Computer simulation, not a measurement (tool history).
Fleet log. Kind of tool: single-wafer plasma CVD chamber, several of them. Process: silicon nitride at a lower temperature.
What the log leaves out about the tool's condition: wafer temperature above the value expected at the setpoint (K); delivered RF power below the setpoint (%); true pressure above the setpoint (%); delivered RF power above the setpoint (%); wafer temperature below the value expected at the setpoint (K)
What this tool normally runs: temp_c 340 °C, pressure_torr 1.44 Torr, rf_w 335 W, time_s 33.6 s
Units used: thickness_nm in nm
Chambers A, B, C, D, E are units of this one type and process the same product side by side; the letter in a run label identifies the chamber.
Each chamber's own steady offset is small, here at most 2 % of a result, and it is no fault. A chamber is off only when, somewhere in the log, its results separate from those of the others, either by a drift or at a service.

run	hour	temp_c	pressure_torr	rf_w	time_s	hours since the last thermocouple change	hours since the last RF generator calibration	hours since the last manometer calibration	read-back reference wafer on the same gauge, thickness_nm	thickness_nm
1D	4.4	340	1.44	335	33.6	1997.7	390.2	30.7	46.908	41.216
2E	9.7	340	1.44	335	33.6	311.0	206.8	322.6	46.923	42.101
# hour 13.2: chamber C: capacitance manometer re-zeroed and calibrated
3A	13.5	340	1.44	335	33.6	2414.0	827.0	1701.9	46.910	41.141
4B	18.2	340	1.44	335	33.6	742.6	1196.6	523.5	46.927	41.256
5C	23.1	340	1.16	335	33.6	617.4	598.0	10.0	46.923	39.023
6A	28.0	340	1.16	335	33.6	2428.5	841.5	1716.4	46.942	38.651
7E	33.2	340	1.16	335	33.6	334.5	230.3	346.1	46.939	39.657
8B	38.9	340	1.16	335	33.6	763.3	1217.3	544.2	46.953	38.826
9D	44.7	340	1.16	335	33.6	2038.0	430.5	71.0	46.954	38.914
10C	50.4	340	1.44	335	33.6	644.7	625.3	37.3	46.963	41.552
11E	54.9	340	1.44	335	33.6	356.2	252.0	367.8	46.962	42.240
12B	61.1	340	1.44	335	33.6	785.5	1239.5	566.4	46.976	41.302
13D	67.8	340	1.44	335	27.2	2061.1	453.6	94.1	46.979	33.523
14C	74.7	340	1.44	335	27.2	669.0	649.6	61.6	46.996	33.647
15A	77.8	340	1.44	335	27.2	2478.3	891.3	1766.2	46.999	33.350
16B	81.5	340	1.44	335	27.2	805.9	1259.9	586.8	46.993	33.502
17D	86.3	340	1.44	335	27.2	2079.6	472.1	112.6	47.016	33.520
18E	89.4	340	1.44	335	33.6	390.7	286.5	402.3	47.016	42.237
19A	95.5	340	1.44	335	33.6	2496.0	909.0	1783.9	47.008	41.301
20C	99.9	340	1.44	335	33.6	694.2	674.8	86.8	47.024	41.601
21C	103.7	340	1.44	335	33.6	698.0	678.6	90.6	47.029	41.489
22B	107.3	340	1.44	335	33.6	831.7	1285.7	612.6	47.030	41.442
23D	112.0	340	1.44	335	33.6	2105.3	497.8	138.3	47.035	41.380
24E	118.0	340	1.44	335	33.6	419.3	315.1	430.9	47.052	42.360
# hour 118.3: chamber D: thermocouple changed; heater temperature recalibrated
25A	122.5	340	1.61	310	33.6	2523.0	936.0	1810.9	47.040	40.522
26D	128.6	340	1.61	310	33.6	10.4	514.4	154.9	47.057	40.665
27C	132.6	340	1.61	310	33.6	726.9	707.5	119.5	47.079	40.776
# hour 136.4: chamber A: capacitance manometer re-zeroed and calibrated
28A	138.9	340	1.61	310	33.6	2539.4	952.4	2.6	47.077	40.568
29B	142.2	340	1.61	310	33.6	866.6	1320.6	647.5	47.072	40.733
30E	145.7	340	1.44	335	33.6	447.0	342.8	458.6	47.083	42.279
31A	151.1	340	1.44	335	33.6	2551.6	964.6	14.8	47.086	41.321
32D	157.2	340	1.44	335	33.6	39.0	543.0	183.5	47.088	41.429
33C	162.4	340	1.44	335	33.6	756.7	737.3	149.3	47.089	41.630
34E	167.6	340	1.44	335	33.6	468.9	364.7	480.5	47.095	42.338
35B	172.6	340	1.44	335	33.6	897.0	1351.0	677.9	47.108	41.458
36A	179.1	340	1.44	335	33.6	2579.6	992.6	42.8	47.125	41.312
37B	184.3	340	1.44	335	33.6	908.7	1362.7	689.6	47.111	41.548

All 5 chambers run these settings next. Forecast each chamber's results:
38A	189.2	340	1.44	295	33.6					?
38B	189.2	340	1.44	295	33.6					?
38C	189.2	340	1.44	295	33.6					?
38D	189.2	340	1.44	295	33.6					?
38E	189.2	340	1.44	295	33.6					?

run	thickness_nm
38A	38.100
38B	38.292
38C	38.259
38D	38.137
38E	38.920
